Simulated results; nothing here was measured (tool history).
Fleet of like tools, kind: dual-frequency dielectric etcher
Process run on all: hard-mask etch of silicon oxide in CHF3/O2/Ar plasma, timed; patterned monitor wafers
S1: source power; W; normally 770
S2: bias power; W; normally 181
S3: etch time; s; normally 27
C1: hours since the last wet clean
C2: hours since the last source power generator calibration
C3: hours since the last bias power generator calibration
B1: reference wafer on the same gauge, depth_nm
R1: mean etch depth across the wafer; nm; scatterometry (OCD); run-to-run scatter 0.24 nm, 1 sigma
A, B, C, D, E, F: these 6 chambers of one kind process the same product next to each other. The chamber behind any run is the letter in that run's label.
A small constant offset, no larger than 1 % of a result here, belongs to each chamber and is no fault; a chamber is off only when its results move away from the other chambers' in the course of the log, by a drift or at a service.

{"run": "1B", "hour": 3.7, "S1": 770, "S2": 181, "S3": 27, "C1": 286.7, "C2": 2923.8, "C3": 2066.2, "B1": 69.107, "R1": 58.865}
{"run": "2A", "hour": 7.7, "S1": 770, "S2": 181, "S3": 27, "C1": 125.5, "C2": 1748.2, "C3": 346.8, "B1": 69.04, "R1": 59.609}
{"run": "3E", "hour": 11.0, "S1": 770, "S2": 181, "S3": 27, "C1": 243.6, "C2": 656, "C3": 569.9, "B1": 69.081, "R1": 59.443}
{"run": "4C", "hour": 16.3, "S1": 770, "S2": 181, "S3": 27, "C1": 32.8, "C2": 245.1, "C3": 1084.9, "B1": 69.09, "R1": 58.768}
{"run": "5F", "hour": 20.5, "S1": 770, "S2": 181, "S3": 27, "C1": 305, "C2": 1736.5, "C3": 186.5, "B1": 69.034, "R1": 59.298}
{"run": "6D", "hour": 23.9, "S1": 770, "S2": 181, "S3": 27, "C1": 509.7, "C2": 2939.7, "C3": 765.6, "B1": 69.043, "R1": 58.27}
{"run": "7F", "hour": 27.5, "S1": 770, "S2": 181, "S3": 27, "C1": 312, "C2": 1743.5, "C3": 193.5, "B1": 69.124, "R1": 59.54}
{"run": "8D", "hour": 31.4, "S1": 770, "S2": 181, "S3": 27, "C1": 517.2, "C2": 2947.2, "C3": 773.1, "B1": 69.122, "R1": 58.693}
{"run": "9B", "hour": 35.2, "S1": 770, "S2": 181, "S3": 27, "C1": 318.2, "C2": 2955.3, "C3": 2097.7, "B1": 69.164, "R1": 58.532}
{"run": "10A", "hour": 38.4, "S1": 770, "S2": 181, "S3": 27, "C1": 156.2, "C2": 1778.9, "C3": 377.5, "B1": 69.033, "R1": 59.544}
{"run": "11E", "hour": 42.5, "S1": 770, "S2": 181, "S3": 27, "C1": 275.1, "C2": 687.5, "C3": 601.4, "B1": 69.083, "R1": 59.128}
{"run": "12C", "hour": 48.1, "S1": 770, "S2": 181, "S3": 27, "C1": 64.6, "C2": 276.9, "C3": 1116.7, "B1": 69.101, "R1": 58.891}
{"run": "13D", "hour": 52.5, "S1": 770, "S2": 181, "S3": 30, "C1": 538.3, "C2": 2968.3, "C3": 794.2, "B1": 69.154, "R1": 64.868}
{"run": "14E", "hour": 57.9, "S1": 770, "S2": 181, "S3": 30, "C1": 290.5, "C2": 702.9, "C3": 616.8, "B1": 69.086, "R1": 65.582}
{"hour": 59.7, "done": "chamber B: wet clean of the chamber"}
{"run": "15B", "hour": 62.1, "S1": 770, "S2": 181, "S3": 30, "C1": 2.4, "C2": 2982.2, "C3": 2124.6, "B1": 69.167, "R1": 64.816}
{"run": "16C", "hour": 65.7, "S1": 770, "S2": 181, "S3": 30, "C1": 82.2, "C2": 294.5, "C3": 1134.3, "B1": 69.042, "R1": 65.43}
{"run": "17A", "hour": 69.5, "S1": 770, "S2": 181, "S3": 30, "C1": 187.3, "C2": 1810, "C3": 408.6, "B1": 69.042, "R1": 65.73}
{"run": "18F", "hour": 72.4, "S1": 770, "S2": 181, "S3": 30, "C1": 356.9, "C2": 1788.4, "C3": 238.4, "B1": 69.115, "R1": 65.582}
{"run": "19C", "hour": 75.6, "S1": 770, "S2": 181, "S3": 27, "C1": 92.1, "C2": 304.4, "C3": 1144.2, "B1": 69.028, "R1": 58.993}
{"run": "20D", "hour": 80.0, "S1": 770, "S2": 181, "S3": 27, "C1": 565.8, "C2": 2995.8, "C3": 821.7, "B1": 69.12, "R1": 58.767}
{"run": "21E", "hour": 83.7, "S1": 770, "S2": 181, "S3": 27, "C1": 316.3, "C2": 728.7, "C3": 642.6, "B1": 69.029, "R1": 59.416}
{"run": "22A", "hour": 86.5, "S1": 770, "S2": 181, "S3": 27, "C1": 204.3, "C2": 1827, "C3": 425.6, "B1": 69.081, "R1": 58.942}
{"run": "23F", "hour": 88.9, "S1": 770, "S2": 181, "S3": 27, "C1": 373.4, "C2": 1804.9, "C3": 254.9, "B1": 69.057, "R1": 59.726}
{"run": "24B", "hour": 92.5, "S1": 770, "S2": 181, "S3": 27, "C1": 32.8, "C2": 3012.6, "C3": 2155, "B1": 69.052, "R1": 58.416}
{"run": "25A", "hour": 95.2, "S1": 770, "S2": 181, "S3": 27, "C1": 213, "C2": 1835.7, "C3": 434.3, "B1": 69.06, "R1": 59.328}
{"run": "26B", "hour": 99.5, "S1": 770, "S2": 181, "S3": 27, "C1": 39.8, "C2": 3019.6, "C3": 2162, "B1": 69.01, "R1": 58.634}
{"run": "27C", "hour": 103.0, "S1": 770, "S2": 181, "S3": 27, "C1": 119.5, "C2": 331.8, "C3": 1171.6, "B1": 69.078, "R1": 58.965}
{"run": "28E", "hour": 106.3, "S1": 630, "S2": 181, "S3": 27, "C1": 338.9, "C2": 751.3, "C3": 665.2, "B1": 69.184, "R1": 55.009}
{"run": "29D", "hour": 108.8, "S1": 630, "S2": 181, "S3": 27, "C1": 594.6, "C2": 3024.6, "C3": 850.5, "B1": 69.116, "R1": 54.293}
{"run": "30F", "hour": 113.4, "S1": 630, "S2": 181, "S3": 27, "C1": 397.9, "C2": 1829.4, "C3": 279.4, "B1": 69.075, "R1": 54.811}
{"run": "31E", "hour": 115.8, "S1": 630, "S2": 181, "S3": 27, "C1": 348.4, "C2": 760.8, "C3": 674.7, "B1": 69.06, "R1": 54.937}
{"run": "32F", "hour": 120.7, "S1": 630, "S2": 181, "S3": 27, "C1": 405.2, "C2": 1836.7, "C3": 286.7, "B1": 69.134, "R1": 54.682}
{"run": "33C", "hour": 125.5, "S1": 630, "S2": 181, "S3": 27, "C1": 142, "C2": 354.3, "C3": 1194.1, "B1": 69.179, "R1": 54.669}
{"run": "34A", "hour": 130.9, "S1": 770, "S2": 181, "S3": 27, "C1": 248.7, "C2": 1871.4, "C3": 470, "B1": 69.084, "R1": 59.123}
{"run": "35B", "hour": 134.4, "S1": 770, "S2": 181, "S3": 27, "C1": 74.7, "C2": 3054.5, "C3": 2196.9, "B1": 69.042, "R1": 58.801}
{"run": "36D", "hour": 137.9, "S1": 770, "S2": 181, "S3": 27, "C1": 623.7, "C2": 3053.7, "C3": 879.6, "B1": 69.051, "R1": 58.182}

Predict what each chamber gives when all 6 of them run the settings below next.
{"run": "37A", "hour": 141.9, "S1": 770, "S2": 181, "S3": 27, "R1": "?"}
{"run": "37B", "hour": 141.9, "S1": 770, "S2": 181, "S3": 27, "R1": "?"}
{"run": "37C", "hour": 141.9, "S1": 770, "S2": 181, "S3": 27, "R1": "?"}
{"run": "37D", "hour": 141.9, "S1": 770, "S2": 181, "S3": 27, "R1": "?"}
{"run": "37E", "hour": 141.9, "S1": 770, "S2": 181, "S3": 27, "R1": "?"}
{"run": "37F", "hour": 141.9, "S1": 770, "S2": 181, "S3": 27, "R1": "?"}

run=37A R1=58.926
run=37B R1=58.913
run=37C R1=58.926
run=37D R1=59.061
run=37E R1=59.538
run=37F R1=59.219
